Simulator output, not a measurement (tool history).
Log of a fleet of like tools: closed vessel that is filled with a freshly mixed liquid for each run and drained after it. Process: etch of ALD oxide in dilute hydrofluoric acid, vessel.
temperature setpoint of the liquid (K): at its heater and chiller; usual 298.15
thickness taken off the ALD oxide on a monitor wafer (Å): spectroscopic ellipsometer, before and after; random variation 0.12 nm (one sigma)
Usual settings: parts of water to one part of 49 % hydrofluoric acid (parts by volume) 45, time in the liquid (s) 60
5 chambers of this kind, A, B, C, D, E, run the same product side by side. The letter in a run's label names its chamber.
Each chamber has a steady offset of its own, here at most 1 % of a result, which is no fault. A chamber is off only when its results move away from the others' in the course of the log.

| run | hour | temperature setpoint of the liquid (K) | parts of water to one part of 49 % hydrofluoric acid (parts by volume) | time in the liquid (s) | hours since the thermometer was replaced | hours since the hydrofluoric acid flow meter was replaced | read-back film thickness of the ALD oxide reference wafer, read on the same gauge (nm) | thickness taken off the ALD oxide on a monitor wafer (Å) |
|---|---|---|---|---|---|---|---|---|
| 1D | 10.2 | 298.15 | 45 | 60 | 907.5 | 148.7 | 39.995 | 237.08 |
| 2A | 21.4 | 298.15 | 45 | 60 | 496.4 | 1809.9 | 40.01 | 240.15 |
| 3E | 32.3 | 298.15 | 45 | 60 | 708.9 | 456.3 | 39.99 | 238.3 |
| 4C | 44.6 | 298.15 | 45 | 60 | 1329.4 | 642.7 | 40 | 237.08 |
| 5B | 51.5 | 298.15 | 45 | 60 | 464.3 | 139.4 | 39.973 | 236.4 |
| 6E | 65.3 | 298.15 | 45 | 60 | 741.9 | 489.3 | 39.993 | 237.06 |
| 7B | 72.9 | 298.15 | 45 | 60 | 485.7 | 160.8 | 40.005 | 238.16 |
| 8C | 80.6 | 298.15 | 45 | 60 | 1365.4 | 678.7 | 40.037 | 238.68 |
| 9D | 91.7 | 298.15 | 45 | 60 | 989 | 230.2 | 40.007 | 237.03 |
| 10A | 100.1 | 298.15 | 45 | 60 | 575.1 | 1888.6 | 39.991 | 238.08 |
| 11A | 112 | 298.15 | 40 | 40 | 587 | 1900.5 | 39.993 | 179.29 |
| 12C | 126.3 | 298.15 | 40 | 40 | 1411.1 | 724.4 | 39.995 | 182.53 |
| 13D | 132.7 | 298.15 | 40 | 40 | 1030 | 271.2 | 40 | 178.92 |
| 14E | 141 | 298.15 | 40 | 40 | 817.6 | 565 | 40.01 | 179.9 |
| 15B | 149.6 | 298.15 | 40 | 40 | 562.4 | 237.5 | 39.988 | 178.73 |
|  | 160.4 | chamber A: hydrofluoric acid flow meter replaced |
| 16C | 164 | 298.15 | 45 | 60 | 1448.8 | 762.1 | 40.01 | 242.11 |
| 17B | 175 | 298.15 | 45 | 60 | 587.8 | 262.9 | 39.988 | 237.69 |
| 18E | 181.3 | 298.15 | 45 | 60 | 857.9 | 605.3 | 39.998 | 237.5 |
| 19D | 193.6 | 298.15 | 45 | 60 | 1090.9 | 332.1 | 40.006 | 238.54 |
| 20A | 205.9 | 298.15 | 35 | 75 | 680.9 | 45.5 | 39.982 | 387.15 |
|  | 217.3 | chamber A: thermometer replaced |
| 21B | 218.2 | 298.15 | 35 | 75 | 631 | 306.1 | 40.023 | 385.23 |
| 22D | 227.7 | 298.15 | 35 | 75 | 1125 | 366.2 | 40.013 | 386.45 |
| 23E | 241.7 | 298.15 | 35 | 75 | 918.3 | 665.7 | 40.012 | 389.62 |
| 24C | 253.1 | 298.15 | 35 | 75 | 1537.9 | 851.2 | 39.982 | 399.5 |
| 25A | 260.7 | 298.15 | 45 | 85 | 43.4 | 100.3 | 39.994 | 335.35 |
| 26B | 268.1 | 298.15 | 45 | 85 | 680.9 | 356 | 39.984 | 336.82 |
| 27C | 274.6 | 298.15 | 45 | 85 | 1559.4 | 872.7 | 40.025 | 349.38 |
| 28E | 284.1 | 298.15 | 45 | 85 | 960.7 | 708.1 | 40.013 | 338.03 |
| 29A | 292 | 298.15 | 45 | 85 | 74.7 | 131.6 | 39.99 | 336.17 |
| 30D | 298.3 | 298.15 | 45 | 60 | 1195.6 | 436.8 | 39.999 | 235.62 |
| 31C | 311.9 | 298.15 | 45 | 60 | 1596.7 | 910 | 40.009 | 246.55 |
| 32B | 319.8 | 298.15 | 45 | 60 | 732.6 | 407.7 | 40.002 | 236.41 |
| 33E | 330.7 | 298.15 | 45 | 60 | 1007.3 | 754.7 | 39.994 | 237.14 |
| 34D | 340.6 | 298.15 | 45 | 60 | 1237.9 | 479.1 | 39.998 | 236.55 |
| 35A | 353.4 | 298.15 | 45 | 60 | 136.1 | 193 | 40.008 | 236.63 |
| 36A | 362.4 | 298.15 | 45 | 60 | 145.1 | 202 | 39.994 | 235.69 |
| 37D | 376.7 | 298.15 | 45 | 60 | 1274 | 515.2 | 39.965 | 237.51 |
| 38E | 388.5 | 298.15 | 45 | 60 | 1065.1 | 812.5 | 40.003 | 237.16 |
| 39C | 399.2 | 298.15 | 35 | 60 | 1684 | 997.3 | 40.005 | 329.94 |
| 40B | 407.3 | 298.15 | 35 | 60 | 820.1 | 495.2 | 39.965 | 306.96 |
| 41B | 414.2 | 298.15 | 35 | 60 | 827 | 502.1 | 39.993 | 305.72 |

What goes on in this fleet: one chamber off, a drifting gauge, or nothing beyond the chambers' own small offsets? Name the chamber and the cause, if any.

Chamber C drifts away from the others.
Cause: hydrofluoric acid flow above the setpoint (%) = 5.31.
The log may not tell that from: liquid hotter than its thermometer reads (K).

Here are 4 candidates for chamber C's next run, each the usual settings with a change, their results left as question marks. Which one brings its results back in line with what the others give on the usual settings?
In line means no further than this from the other chambers' mean on the usual settings: thickness taken off the ALD oxide on a monitor wafer (Å) 4.3
| 42C-1 | 424.5 | 297.65 | 45 | 60 |  |  |  | ? |
| 42C-2 | 424.5 | 299.65 | 45 | 60 |  |  |  | ? |
| 42C-3 | 424.5 | 296.65 | 45 | 60 |  |  |  | ? |
| 42C-4 | 424.5 | 298.65 | 45 | 60 |  |  |  | ? |

The other chambers' mean on the usual settings: thickness taken off the ALD oxide on a monitor wafer (Å) 237.22
| run | thickness taken off the ALD oxide on a monitor wafer (Å) |
|---|---|
| 42C-1 | 246.87 |
| 42C-2 | 268.16 |
| 42C-3 | 236.76 |
| 42C-4 | 257.34 |
42C-3 brings the chamber back in line.

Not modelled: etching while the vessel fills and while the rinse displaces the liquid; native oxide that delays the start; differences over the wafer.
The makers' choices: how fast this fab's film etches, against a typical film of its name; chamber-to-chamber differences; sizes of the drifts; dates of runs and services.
